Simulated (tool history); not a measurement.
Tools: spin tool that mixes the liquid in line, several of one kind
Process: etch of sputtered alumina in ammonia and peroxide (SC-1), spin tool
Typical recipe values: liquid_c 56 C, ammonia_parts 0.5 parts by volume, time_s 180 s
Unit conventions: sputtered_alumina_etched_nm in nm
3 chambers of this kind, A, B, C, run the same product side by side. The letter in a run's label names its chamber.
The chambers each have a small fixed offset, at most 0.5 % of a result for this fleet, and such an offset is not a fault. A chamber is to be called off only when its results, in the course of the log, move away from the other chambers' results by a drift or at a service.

run	hour	liquid_c	ammonia_parts	time_s	read-back film thickness of the sputtered alumina reference wafer, read on the same gauge (nm)	sputtered_alumina_etched_nm
1C	3.1	56	0.5	180	110.01	16.052
2B	5.4	56	0.5	180	109.98	16.227
3A	7.9	56	0.5	180	110.01	16.377
4A	12.3	56	0.5	180	109.98	16.254
5B	15.4	56	0.5	180	110	16.154
6C	19.4	56	0.5	180	110.01	16.373
# hour 21.9: chamber A: new drum of ammonia solution connected
7A	22.4	56	0.5	180	109.99	16.449
8C	24.9	56	0.75	285	109.98	26.781
9B	27.4	56	0.75	285	110	26.558
10C	30.1	56	0.75	285	110	26.791
11A	33.9	56	0.5	180	109.97	16.665
12B	35.9	56	0.4	140	109.97	11.98
13B	38.8	56	0.4	140	109.99	12.048
14A	42.1	56	0.4	140	110	12.567
15C	45.3	56	0.5	180	110	16.238
16C	48.9	56	0.5	180	109.99	16.069
17B	51.6	56	0.5	180	109.99	15.195
18A	53.9	56	0.5	180	109.98	16.196
19B	56.1	59.5	0.25	180	110.02	16.979
20C	59.1	59.5	0.25	180	110	18.653
21A	63.5	59.5	0.25	180	110.01	18.306
22B	66.1	56	0.5	180	110.01	14.817
23A	69	56	0.5	180	110.01	16.197
24C	71.7	56	0.5	180	110.01	16.418

Does one chamber stand apart from the rest, does the shared gauge drift, or is all well apart from small per-chamber offsets? Give the chamber and the most likely cause, where there is one.

Chamber B drifts away from the others.
Likeliest cause: temperature lost on the way to the wafer (K) = 2.3.
The log might look much the same if the cause were instead: liquid colder than its thermometer reads (K).

Below are 4 candidate recipes for chamber B's next run, each the usual settings with a change, their results shown as question marks. Which of them brings B's results back in line with what the other chambers give on the usual settings?
Maximum distance from the other chambers' mean on the usual settings for a result to count as in line: sputtered_alumina_etched_nm 0.48 nm
25B-1	74.9	56	0.5	205		?
25B-2	74.9	55	0.5	170		?
25B-3	74.9	57	0.5	180		?
25B-4	74.9	55.5	0.5	175		?

Mean of the other chambers on the usual settings: sputtered_alumina_etched_nm 16.29 nm
run	sputtered_alumina_etched_nm
25B-1	16.5
25B-2	12.959
25B-3	15.291
25B-4	13.704
25B-1 brings the chamber back in line.
